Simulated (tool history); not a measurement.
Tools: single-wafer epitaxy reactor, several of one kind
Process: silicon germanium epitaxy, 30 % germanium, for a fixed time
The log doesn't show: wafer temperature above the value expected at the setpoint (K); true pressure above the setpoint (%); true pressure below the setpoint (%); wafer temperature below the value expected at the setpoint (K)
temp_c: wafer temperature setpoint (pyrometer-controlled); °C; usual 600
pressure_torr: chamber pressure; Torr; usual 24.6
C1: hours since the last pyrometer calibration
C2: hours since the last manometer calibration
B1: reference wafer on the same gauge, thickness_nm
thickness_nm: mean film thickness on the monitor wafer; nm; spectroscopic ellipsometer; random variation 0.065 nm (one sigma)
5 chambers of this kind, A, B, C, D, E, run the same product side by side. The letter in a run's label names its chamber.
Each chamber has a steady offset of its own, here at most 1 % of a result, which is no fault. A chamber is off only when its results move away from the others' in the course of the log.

run 1E day=0.221 | temp_c=600 pressure_torr=24.6 | C1=982.4 C2=54.6 | B1=68.724 | thickness_nm=63.424
run 2B day=0.388 | temp_c=600 pressure_torr=24.6 | C1=137.5 C2=81.9 | B1=68.711 | thickness_nm=64.073
run 3C day=0.617 | temp_c=600 pressure_torr=24.6 | C1=699.2 C2=485.4 | B1=68.71 | thickness_nm=63.907
run 4D day=0.8 | temp_c=600 pressure_torr=24.6 | C1=918.1 C2=2055.8 | B1=68.724 | thickness_nm=64.369
run 5A day=1.071 | temp_c=600 pressure_torr=24.6 | C1=535.5 C2=401.4 | B1=68.733 | thickness_nm=64.396
run 6B day=1.3 | temp_c=600 pressure_torr=24.6 | C1=159.4 C2=103.8 | B1=68.736 | thickness_nm=64.051
run 7E day=1.442 | temp_c=600 pressure_torr=24.6 | C1=1011.7 C2=83.9 | B1=68.775 | thickness_nm=63.512
run 8C day=1.621 | temp_c=600 pressure_torr=24.6 | C1=723.3 C2=509.5 | B1=68.75 | thickness_nm=63.835
run 9A day=1.788 | temp_c=600 pressure_torr=24.6 | C1=552.7 C2=418.6 | B1=68.754 | thickness_nm=64.38
run 10D day=2.042 | temp_c=600 pressure_torr=24.6 | C1=947.9 C2=2085.6 | B1=68.767 | thickness_nm=64.497
run 11C day=2.188 | temp_c=609 pressure_torr=24.6 | C1=736.9 C2=523.1 | B1=68.779 | thickness_nm=74.988
run 12E day=2.404 | temp_c=609 pressure_torr=24.6 | C1=1034.8 C2=107 | B1=68.786 | thickness_nm=74.91
-- day=2.596 chamber D: capacitance manometer re-zeroed and calibrated
run 13B day=2.638 | temp_c=609 pressure_torr=24.6 | C1=191.5 C2=135.9 | B1=68.8 | thickness_nm=75.504
run 14D day=2.808 | temp_c=609 pressure_torr=24.6 | C1=966.3 C2=5.1 | B1=68.822 | thickness_nm=75.908
run 15A day=2.996 | temp_c=609 pressure_torr=24.6 | C1=581.7 C2=447.6 | B1=68.81 | thickness_nm=75.899
run 16D day=3.121 | temp_c=600 pressure_torr=24.6 | C1=973.8 C2=12.6 | B1=68.843 | thickness_nm=64.527
run 17A day=3.242 | temp_c=600 pressure_torr=24.6 | C1=587.6 C2=453.5 | B1=68.802 | thickness_nm=64.434
run 18C day=3.425 | temp_c=600 pressure_torr=24.6 | C1=766.6 C2=552.8 | B1=68.824 | thickness_nm=64.092
run 19B day=3.575 | temp_c=600 pressure_torr=24.6 | C1=214 C2=158.4 | B1=68.839 | thickness_nm=64.22
run 20E day=3.779 | temp_c=593 pressure_torr=27.7 | C1=1067.8 C2=140 | B1=68.84 | thickness_nm=58.602
run 21B day=3.975 | temp_c=593 pressure_torr=27.7 | C1=223.6 C2=168 | B1=68.859 | thickness_nm=59.126
run 22C day=4.138 | temp_c=593 pressure_torr=27.7 | C1=783.7 C2=569.9 | B1=68.863 | thickness_nm=59.044
run 23D day=4.375 | temp_c=593 pressure_torr=27.7 | C1=1003.9 C2=42.7 | B1=68.874 | thickness_nm=59.538
run 24A day=4.629 | temp_c=593 pressure_torr=27.7 | C1=620.9 C2=486.8 | B1=68.896 | thickness_nm=59.472
run 25E day=4.762 | temp_c=592 pressure_torr=24.6 | C1=1091.4 C2=163.6 | B1=68.878 | thickness_nm=54.878
run 26A day=4.95 | temp_c=592 pressure_torr=24.6 | C1=628.6 C2=494.5 | B1=68.875 | thickness_nm=55.599
run 27D day=5.192 | temp_c=592 pressure_torr=24.6 | C1=1023.5 C2=62.3 | B1=68.915 | thickness_nm=55.818
run 28C day=5.338 | temp_c=592 pressure_torr=24.6 | C1=812.5 C2=598.7 | B1=68.921 | thickness_nm=55.317
run 29E day=5.542 | temp_c=592 pressure_torr=24.6 | C1=1110.1 C2=182.3 | B1=68.892 | thickness_nm=54.842
run 30B day=5.812 | temp_c=614 pressure_torr=29.7 | C1=267.7 C2=212.1 | B1=68.929 | thickness_nm=89.421
run 31C day=6.038 | temp_c=614 pressure_torr=29.7 | C1=829.3 C2=615.5 | B1=68.941 | thickness_nm=88.611
run 32A day=6.2 | temp_c=614 pressure_torr=29.7 | C1=658.6 C2=524.5 | B1=68.937 | thickness_nm=89.461
run 33D day=6.471 | temp_c=614 pressure_torr=29.7 | C1=1054.2 C2=93 | B1=68.944 | thickness_nm=89.749
run 34B day=6.638 | temp_c=614 pressure_torr=29.7 | C1=287.5 C2=231.9 | B1=68.959 | thickness_nm=89.507
run 35E day=6.796 | temp_c=600 pressure_torr=24.6 | C1=1140.2 C2=212.4 | B1=68.955 | thickness_nm=63.676
run 36C day=7.062 | temp_c=600 pressure_torr=24.6 | C1=853.9 C2=640.1 | B1=68.995 | thickness_nm=64.093
run 37A day=7.233 | temp_c=600 pressure_torr=24.6 | C1=683.4 C2=549.3 | B1=68.99 | thickness_nm=64.612

What goes on in this fleet: one chamber off, a drifting gauge, or nothing beyond the chambers' own small offsets? Name the chamber and the cause, if any.

The gauge drifts, so all chambers seem to drift together. No chamber is off.
Cause: gauge reads high (%) = 0.416.
